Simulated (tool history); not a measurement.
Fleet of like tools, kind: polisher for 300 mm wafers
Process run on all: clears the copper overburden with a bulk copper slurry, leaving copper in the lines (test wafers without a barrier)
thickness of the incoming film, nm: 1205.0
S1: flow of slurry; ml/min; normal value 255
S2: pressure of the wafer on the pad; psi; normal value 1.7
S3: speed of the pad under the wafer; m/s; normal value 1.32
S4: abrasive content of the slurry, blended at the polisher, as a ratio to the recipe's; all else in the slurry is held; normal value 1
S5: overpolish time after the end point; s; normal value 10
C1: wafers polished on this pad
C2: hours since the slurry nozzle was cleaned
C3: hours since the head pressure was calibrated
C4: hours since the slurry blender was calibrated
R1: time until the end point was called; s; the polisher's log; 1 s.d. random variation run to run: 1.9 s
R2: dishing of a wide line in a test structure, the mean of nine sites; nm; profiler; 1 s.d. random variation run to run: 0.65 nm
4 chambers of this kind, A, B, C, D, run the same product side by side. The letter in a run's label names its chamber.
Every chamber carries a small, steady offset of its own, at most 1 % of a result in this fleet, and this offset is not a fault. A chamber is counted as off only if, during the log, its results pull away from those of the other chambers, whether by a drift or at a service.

Run 1B, hour 5.8: usual settings; C1 829; C2 356.1; C3 287.9; C4 232.6. Result: R1 181.45 s, R2 40.454 nm.
Run 2A, hour 11.1: usual settings; C1 901; C2 430.7; C3 493.7; C4 67.0. Result: R1 180.99 s, R2 39.601 nm.
Run 3C, hour 16.7: usual settings; C1 244; C2 75.4; C3 234.9; C4 265.3. Result: R1 184.06 s, R2 38.219 nm.
Run 4D, hour 21.7: usual settings; C1 412; C2 297.0; C3 677.8; C4 118.1. Result: R1 183.03 s, R2 39.065 nm.
At hour 26.0: chamber C: slurry blender recalibrated.
Run 5B, hour 27.8: usual settings; C1 955; C2 378.1; C3 309.9; C4 254.6. Result: R1 179.76 s, R2 39.890 nm.
At hour 30.5: chamber A: slurry nozzle cleaned.
At hour 34.6: chamber D: slurry blender recalibrated.
At hour 35.0: chamber B: worn pad replaced by a new one.
Run 6A, hour 35.4: usual settings; C1 1040; C2 4.9; C3 518.0; C4 91.3. Result: R1 180.14 s, R2 40.940 nm.
Run 7D, hour 43.8: usual settings; C1 538; C2 319.1; C3 699.9; C4 9.2. Result: R1 184.05 s, R2 38.872 nm.
Run 8C, hour 48.8: usual settings; C1 427; C2 107.5; C3 267.0; C4 22.9. Result: R1 181.80 s, R2 39.968 nm.
Run 9D, hour 59.0: usual settings but S5 13 s; C1 625; C2 334.3; C3 715.1; C4 24.4. Result: R1 185.26 s, R2 47.092 nm.
Run 10C, hour 65.6: usual settings but S5 13 s; C1 523; C2 124.3; C3 283.8; C4 39.7. Result: R1 183.31 s, R2 47.968 nm.
At hour 73.3: chamber B: slurry blender recalibrated.
At hour 73.9: chamber A: head pressure recalibrated.
Run 11A, hour 75.3: usual settings but S5 13 s; C1 1268; C2 44.8; C3 1.4; C4 131.2. Result: R1 178.89 s, R2 47.515 nm.
At hour 77.6: chamber D: slurry nozzle cleaned.
Run 12B, hour 80.1: usual settings but S5 13 s; C1 258; C2 430.4; C3 362.2; C4 6.8. Result: R1 183.63 s, R2 46.914 nm.
At hour 90.4: chamber B: head pressure recalibrated.
Run 13D, hour 90.8: usual settings; C1 807; C2 13.3; C3 746.9; C4 56.2. Result: R1 183.97 s, R2 39.314 nm.
Run 14C, hour 99.1: usual settings; C1 715; C2 157.8; C3 317.3; C4 73.2. Result: R1 182.41 s, R2 39.112 nm.
At hour 102.2: chamber A: slurry blender recalibrated.
Run 15A, hour 107.9: usual settings; C1 1454; C2 77.4; C3 34.0; C4 5.7. Result: R1 177.98 s, R2 39.905 nm.
Run 16B, hour 115.0: usual settings but S3 1.04 m/s; C1 458; C2 465.3; C3 24.7; C4 41.7. Result: R1 230.03 s, R2 33.053 nm.
At hour 116.7: chamber A: worn pad replaced by a new one.
Run 17A, hour 123.8: usual settings but S3 1.04 m/s; C1 40; C2 93.3; C3 49.9; C4 21.6. Result: R1 228.11 s, R2 32.957 nm.
Run 18C, hour 134.5: usual settings but S3 1.04 m/s; C1 918; C2 193.2; C3 352.7; C4 108.6. Result: R1 232.81 s, R2 32.521 nm.
Run 19D, hour 142.5: usual settings but S3 1.04 m/s; C1 1103; C2 65.0; C3 798.6; C4 107.9. Result: R1 240.47 s, R2 33.028 nm.
At hour 151.4: chamber C: worn pad replaced by a new one.
Run 20B, hour 153.0: usual settings; C1 675; C2 503.3; C3 62.7; C4 79.7. Result: R1 182.06 s, R2 40.469 nm.
Run 21B, hour 158.5: usual settings; C1 706; C2 508.8; C3 68.2; C4 85.2. Result: R1 185.32 s, R2 38.625 nm.
At hour 159.7: chamber D: slurry blender recalibrated.
Run 22A, hour 164.9: usual settings; C1 276; C2 134.4; C3 91.0; C4 62.7. Result: R1 182.62 s, R2 39.358 nm.
Run 23D, hour 172.6: usual settings; C1 1275; C2 95.1; C3 828.7; C4 12.9. Result: R1 192.15 s, R2 38.250 nm.
Run 24C, hour 179.2: usual settings; C1 159; C2 237.9; C3 397.4; C4 153.3. Result: R1 183.30 s, R2 39.411 nm.
Run 25D, hour 189.4: usual settings but S5 15 s; C1 1371; C2 111.9; C3 845.5; C4 29.7. Result: R1 190.45 s, R2 50.215 nm.
Run 26A, hour 198.9: usual settings but S5 15 s; C1 470; C2 168.4; C3 125.0; C4 96.7. Result: R1 181.68 s, R2 51.231 nm.
At hour 208.5: chamber B: worn pad replaced by a new one.
Run 27C, hour 209.0: usual settings but S5 15 s; C1 329; C2 267.7; C3 427.2; C4 183.1. Result: R1 181.42 s, R2 51.901 nm.
Run 28B, hour 214.4: usual settings but S5 15 s; C1 34; C2 564.7; C3 124.1; C4 141.1. Result: R1 180.84 s, R2 50.535 nm.
Run 29C, hour 222.8: usual settings; C1 408; C2 281.5; C3 441.0; C4 196.9. Result: R1 179.62 s, R2 39.077 nm.
Run 30D, hour 233.6: usual settings but S2 2.2 psi, S5 13 s; C1 1624; C2 156.1; C3 889.7; C4 73.9. Result: R1 149.66 s, R2 55.442 nm.
Run 31A, hour 240.9: usual settings but S2 2.2 psi, S5 13 s; C1 710; C2 210.4; C3 167.0; C4 138.7. Result: R1 139.16 s, R2 57.090 nm.
Run 32B, hour 245.7: usual settings but S2 2.2 psi, S5 13 s; C1 213; C2 596.0; C3 155.4; C4 172.4. Result: R1 142.39 s, R2 58.368 nm.
Run 33C, hour 255.6: usual settings but S2 2.2 psi, S5 13 s; C1 596; C2 314.3; C3 473.8; C4 229.7. Result: R1 142.01 s, R2 58.265 nm.
At hour 257.0: chamber C: slurry blender recalibrated.
Run 34B, hour 265.3: usual settings; C1 325; C2 615.6; C3 175.0; C4 192.0. Result: R1 184.66 s, R2 39.209 nm.
Run 35D, hour 276.4: usual settings; C1 1869; C2 198.9; C3 932.5; C4 116.7. Result: R1 201.39 s, R2 36.307 nm.
Run 36A, hour 287.0: usual settings; C1 974; C2 256.5; C3 213.1; C4 184.8. Result: R1 180.97 s, R2 40.255 nm.
At hour 292.5: chamber D: slurry blender recalibrated.
Run 37C, hour 292.9: usual settings; C1 810; C2 351.6; C3 511.1; C4 35.9. Result: R1 184.54 s, R2 39.888 nm.
Run 38D, hour 301.4: usual settings; C1 2012; C2 223.9; C3 957.5; C4 8.9. Result: R1 198.40 s, R2 36.976 nm.
At hour 309.1: chamber A: slurry blender recalibrated.
Run 39A, hour 309.7: usual settings; C1 1104; C2 279.2; C3 235.8; C4 0.7. Result: R1 182.13 s, R2 39.914 nm.
Run 40B, hour 315.7: usual settings; C1 613; C2 666.0; C3 225.4; C4 242.4. Result: R1 182.20 s, R2 39.991 nm.

What goes on in this fleet: one chamber off, a drifting gauge, or nothing beyond the chambers' own small offsets? Name the chamber and the cause, if any.

Chamber D drifts away from the others.
Cause: removal rate lost through wear of the pad, % = 9.72.
The log may not separate it from: head's pressure below its setpoint, %.

Which of the 4 candidates below, each the usual settings with something changed and its results left as question marks, puts chamber D back in line with what the other chambers give on the usual settings?
To be in line, a result may differ from the other chambers' mean on the usual settings by at most: R1 6.50 s; R2 2.300 nm
Run 41D-1, hour 323.7: usual settings but S1 250 ml/min, S2 1.5 psi, S3 1.18 m/s. Result: R1 ?, R2 ?.
Run 41D-2, hour 323.7: usual settings but S2 1.8 psi, S3 1.38 m/s. Result: R1 ?, R2 ?.
Run 41D-3, hour 323.7: usual settings but S2 1.6 psi, S3 1.26 m/s. Result: R1 ?, R2 ?.
Run 41D-4, hour 323.7: usual settings but S1 260 ml/min, S2 1.9 psi, S3 1.46 m/s. Result: R1 ?, R2 ?.

The mean the other chambers reach with the usual settings: R1 181.92 s; R2 39.547 nm
  run      R1      R2
41D-1  256.09  30.444
41D-2  182.07  40.039
41D-3  224.32  33.918
41D-4  162.67  43.618
Change 41D-2 lands the chamber within the allowed miss of the other chambers.

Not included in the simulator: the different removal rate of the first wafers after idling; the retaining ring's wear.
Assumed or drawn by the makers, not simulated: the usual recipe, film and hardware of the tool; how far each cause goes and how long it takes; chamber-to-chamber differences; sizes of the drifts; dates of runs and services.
